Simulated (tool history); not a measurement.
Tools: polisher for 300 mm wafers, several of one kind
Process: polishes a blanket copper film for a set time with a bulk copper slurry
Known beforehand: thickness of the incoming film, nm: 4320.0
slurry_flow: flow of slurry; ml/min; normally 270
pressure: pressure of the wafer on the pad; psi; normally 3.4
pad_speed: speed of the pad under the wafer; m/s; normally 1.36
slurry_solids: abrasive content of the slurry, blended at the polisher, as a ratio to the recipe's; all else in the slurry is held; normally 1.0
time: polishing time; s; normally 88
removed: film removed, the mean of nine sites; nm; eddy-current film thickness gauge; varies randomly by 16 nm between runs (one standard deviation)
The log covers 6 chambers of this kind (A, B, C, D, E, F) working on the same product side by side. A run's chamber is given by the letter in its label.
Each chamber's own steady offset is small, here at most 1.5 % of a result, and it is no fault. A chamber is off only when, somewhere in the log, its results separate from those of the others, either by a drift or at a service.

At hour 5.7: chamber F: worn pad replaced by a new one.
Run 1A, hour 8.6: usual settings. Result: removed 1129.10 nm.
At hour 10.6: chamber E: worn pad replaced by a new one.
At hour 12.4: chamber B: worn pad replaced by a new one.
At hour 15.8: chamber D: worn pad replaced by a new one.
Run 2C, hour 19.2: usual settings. Result: removed 1096.50 nm.
Run 3F, hour 29.0: usual settings. Result: removed 1148.60 nm.
At hour 33.2: chamber B: slurry blender recalibrated.
Run 4B, hour 41.9: usual settings. Result: removed 1099.30 nm.
Run 5E, hour 51.3: usual settings. Result: removed 1130.70 nm.
Run 6D, hour 62.2: usual settings. Result: removed 1132.00 nm.
Run 7F, hour 74.5: usual settings. Result: removed 1128.70 nm.
At hour 82.2: chamber A: worn pad replaced by a new one.
At hour 83.5: chamber E: worn pad replaced by a new one.
Run 8C, hour 85.1: usual settings but pressure 2.3 psi, slurry_solids 1.2. Result: removed 778.20 nm.
At hour 90.8: chamber C: worn pad replaced by a new one.
At hour 95.2: chamber B: worn pad replaced by a new one.
Run 9A, hour 97.1: usual settings but pressure 2.3 psi, slurry_solids 1.2. Result: removed 795.10 nm.
Run 10D, hour 105.0: usual settings but pressure 2.3 psi, slurry_solids 1.2. Result: removed 766.33 nm.
At hour 106.2: chamber F: worn pad replaced by a new one.
At hour 107.0: chamber A: slurry blender recalibrated.
Run 11B, hour 116.5: usual settings but pressure 2.3 psi, slurry_solids 1.2. Result: removed 805.10 nm.
At hour 124.1: chamber E: slurry blender recalibrated.
At hour 125.2: chamber D: worn pad replaced by a new one.
Run 12E, hour 126.9: usual settings but pressure 2.3 psi, slurry_solids 1.2. Result: removed 804.90 nm.
Run 13D, hour 134.0: usual settings but pressure 2.3 psi, slurry_solids 1.2. Result: removed 762.80 nm.
Run 14C, hour 140.8: usual settings but slurry_flow 305 ml/min, time 75 s. Result: removed 964.38 nm.
Run 15F, hour 151.8: usual settings but slurry_flow 305 ml/min, time 75 s. Result: removed 955.12 nm.
Run 16A, hour 160.3: usual settings but slurry_flow 305 ml/min, time 75 s. Result: removed 954.61 nm.
At hour 165.3: chamber D: slurry blender recalibrated.
At hour 167.7: chamber E: worn pad replaced by a new one.
At hour 168.2: chamber A: worn pad replaced by a new one.
At hour 171.0: chamber B: worn pad replaced by a new one.
Run 17E, hour 171.9: usual settings but slurry_flow 305 ml/min, time 75 s. Result: removed 1009.70 nm.
At hour 176.8: chamber C: worn pad replaced by a new one.
Run 18B, hour 179.3: usual settings but slurry_flow 305 ml/min, time 75 s. Result: removed 978.62 nm.
Run 19C, hour 190.7: usual settings but slurry_flow 305 ml/min, time 75 s. Result: removed 934.11 nm.
At hour 194.5: chamber D: slurry nozzle cleaned.
Run 20F, hour 197.8: usual settings. Result: removed 1117.20 nm.
Run 21A, hour 207.5: usual settings. Result: removed 1099.00 nm.
At hour 209.3: chamber F: worn pad replaced by a new one.
At hour 215.8: chamber C: head pressure recalibrated.
Run 22B, hour 216.3: usual settings. Result: removed 1130.80 nm.
At hour 219.1: chamber C: slurry blender recalibrated.
Run 23E, hour 222.6: usual settings. Result: removed 1150.30 nm.
Run 24D, hour 229.8: usual settings. Result: removed 1118.70 nm.
At hour 232.9: chamber D: head pressure recalibrated.
At hour 233.6: chamber D: worn pad replaced by a new one.
At hour 234.5: chamber F: slurry nozzle cleaned.
At hour 235.0: chamber B: worn pad replaced by a new one.
Run 25B, hour 241.7: usual settings. Result: removed 1117.10 nm.
At hour 246.7: chamber E: worn pad replaced by a new one.
Run 26D, hour 248.7: usual settings. Result: removed 1120.10 nm.
At hour 252.8: chamber F: slurry blender recalibrated.
At hour 252.9: chamber A: worn pad replaced by a new one.
Run 27F, hour 258.6: usual settings but pressure 4.1 psi, slurry_solids 0.8. Result: removed 1281.10 nm.
At hour 262.7: chamber E: slurry nozzle cleaned.
At hour 263.8: chamber C: worn pad replaced by a new one.
Run 28E, hour 268.2: usual settings but pressure 4.1 psi, slurry_solids 0.8. Result: removed 1333.20 nm.
Run 29A, hour 281.4: usual settings but pressure 4.1 psi, slurry_solids 0.8. Result: removed 1266.50 nm.
At hour 282.9: chamber A: slurry blender recalibrated.
Run 30C, hour 295.0: usual settings but pressure 4.1 psi, slurry_solids 0.8. Result: removed 1285.30 nm.
Run 31C, hour 304.8: usual settings but pressure 4.1 psi, slurry_solids 0.8. Result: removed 1269.80 nm.
At hour 310.1: chamber B: slurry blender recalibrated.
At hour 311.2: chamber B: worn pad replaced by a new one.
At hour 311.8: chamber F: worn pad replaced by a new one.
Run 32D, hour 317.4: usual settings but pressure 4.1 psi, slurry_solids 0.8. Result: removed 1261.80 nm.
At hour 327.9: chamber E: worn pad replaced by a new one.
Run 33F, hour 329.8: usual settings but slurry_solids 1.1. Result: removed 1152.50 nm.
Run 34E, hour 337.7: usual settings but slurry_solids 1.1. Result: removed 1197.00 nm.
At hour 342.8: chamber A: worn pad replaced by a new one.
Run 35A, hour 349.8: usual settings but slurry_solids 1.1. Result: removed 1049.90 nm.
Run 36B, hour 361.0: usual settings but slurry_solids 1.1. Result: removed 1127.30 nm.
Run 37A, hour 370.8: usual settings but slurry_solids 1.1. Result: removed 1032.30 nm.

Does one chamber stand apart from the rest, does the shared gauge drift, or is all well apart from small per-chamber offsets? Give the chamber and the most likely cause, where there is one.

It is chamber A that slowly wanders off from its peers.
Cause: head's pressure below its setpoint, % = 11.

Below are 4 candidate recipes for chamber A's next run, each the usual settings with a change, their results shown as question marks. Which of them brings A's results back in line with what the other chambers give on the usual settings?
In line here means within this much of the mean the other chambers give on the usual settings: removed 56.00 nm
Run 38A-1, hour 380.9: usual settings but pressure 3.3 psi, pad_speed 1.30 m/s, time 85 s. Result: removed ?.
Run 38A-2, hour 380.9: usual settings but slurry_flow 275 ml/min, pressure 3.8 psi, time 98 s. Result: removed ?.
Run 38A-3, hour 380.9: usual settings but pressure 3.1 psi, pad_speed 1.26 m/s, time 81 s. Result: removed ?.
Run 38A-4, hour 380.9: usual settings but time 98 s. Result: removed ?.

What the other chambers average on the usual settings: removed 1126.00 nm
  run  removed
38A-1   902.43
38A-2  1253.50
38A-3   783.72
38A-4  1120.90
With 38A-4, the chamber falls back in line with the rest.

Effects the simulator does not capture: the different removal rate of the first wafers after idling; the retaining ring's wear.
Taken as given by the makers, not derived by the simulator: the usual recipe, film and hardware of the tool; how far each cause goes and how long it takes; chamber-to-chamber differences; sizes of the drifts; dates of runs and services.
